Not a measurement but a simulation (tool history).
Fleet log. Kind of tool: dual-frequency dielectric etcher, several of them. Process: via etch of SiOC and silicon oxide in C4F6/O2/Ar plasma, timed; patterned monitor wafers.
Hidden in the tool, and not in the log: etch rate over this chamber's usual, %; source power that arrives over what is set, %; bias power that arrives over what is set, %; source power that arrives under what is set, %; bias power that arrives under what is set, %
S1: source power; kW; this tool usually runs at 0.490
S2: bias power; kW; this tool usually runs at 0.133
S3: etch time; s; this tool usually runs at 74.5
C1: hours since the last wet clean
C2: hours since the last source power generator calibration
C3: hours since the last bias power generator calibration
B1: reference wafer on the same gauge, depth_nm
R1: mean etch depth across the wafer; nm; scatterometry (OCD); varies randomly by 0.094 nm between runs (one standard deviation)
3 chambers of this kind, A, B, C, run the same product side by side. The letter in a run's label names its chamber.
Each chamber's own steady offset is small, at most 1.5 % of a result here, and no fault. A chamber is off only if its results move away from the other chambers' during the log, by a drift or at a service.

run,hour,S1,S2,S3,C1,C2,C3,B1,R1
1A,4.8,0.490,0.133,74.5,332.3,3766.7,1013.0,83.511,83.035
2B,9.4,0.490,0.133,74.5,51.0,1131.7,3580.8,83.539,83.969
3C,12.3,0.490,0.133,74.5,273.2,212.2,3624.6,83.525,83.970
4B,14.7,0.490,0.133,74.5,56.3,1137.0,3586.1,83.552,84.090
5A,18.0,0.490,0.133,74.5,345.5,3779.9,1026.2,83.563,83.120
6C,21.8,0.490,0.133,74.5,282.7,221.7,3634.1,83.577,83.983
7B,24.7,0.490,0.133,74.5,66.3,1147.0,3596.1,83.609,83.857
8C,28.3,0.490,0.133,74.5,289.2,228.2,3640.6,83.628,83.819
9A,32.3,0.490,0.133,74.5,359.8,3794.2,1040.5,83.623,83.029
10A,34.4,0.490,0.133,74.5,361.9,3796.3,1042.6,83.644,82.953
11B,39.0,0.490,0.133,74.5,80.6,1161.3,3610.4,83.658,84.019
# hour 40.3: chamber B: bias power generator calibrated
12C,42.9,0.490,0.133,74.5,303.8,242.8,3655.2,83.676,83.972
13A,47.8,0.490,0.133,74.5,375.3,3809.7,1056.0,83.682,83.183
14B,50.9,0.580,0.133,83.0,92.5,1173.2,10.7,83.707,100.200
15C,55.3,0.580,0.133,83.0,316.2,255.2,3667.6,83.706,100.070
16C,57.6,0.580,0.133,83.0,318.5,257.5,3669.9,83.741,100.090
17A,61.9,0.490,0.133,74.5,389.4,3823.8,1070.1,83.742,83.379
18B,65.8,0.490,0.133,74.5,107.4,1188.1,25.6,83.746,84.070
19B,70.7,0.590,0.151,74.5,112.3,1193.0,30.5,83.766,93.969
20A,75.2,0.590,0.151,74.5,402.7,3837.1,1083.4,83.798,93.197
21C,77.9,0.590,0.151,74.5,338.8,277.8,3690.2,83.807,94.059
22A,82.5,0.490,0.133,74.5,410.0,3844.4,1090.7,83.797,83.482
23C,87.1,0.490,0.133,74.5,348.0,287.0,3699.4,83.811,84.270
24B,89.4,0.490,0.122,85.0,131.0,1211.7,49.2,83.844,93.665
25B,93.9,0.490,0.122,85.0,135.5,1216.2,53.7,83.875,93.640
26C,96.5,0.490,0.122,85.0,357.4,296.4,3708.8,83.862,93.501

Each of the 3 chambers runs these same settings next. Fill in every chamber's results:
27A,100.0,0.490,0.108,74.5,,,,,?
27B,100.0,0.490,0.108,74.5,,,,,?
27C,100.0,0.490,0.108,74.5,,,,,?

run,R1
27A,78.529
27B,79.325
27C,79.314

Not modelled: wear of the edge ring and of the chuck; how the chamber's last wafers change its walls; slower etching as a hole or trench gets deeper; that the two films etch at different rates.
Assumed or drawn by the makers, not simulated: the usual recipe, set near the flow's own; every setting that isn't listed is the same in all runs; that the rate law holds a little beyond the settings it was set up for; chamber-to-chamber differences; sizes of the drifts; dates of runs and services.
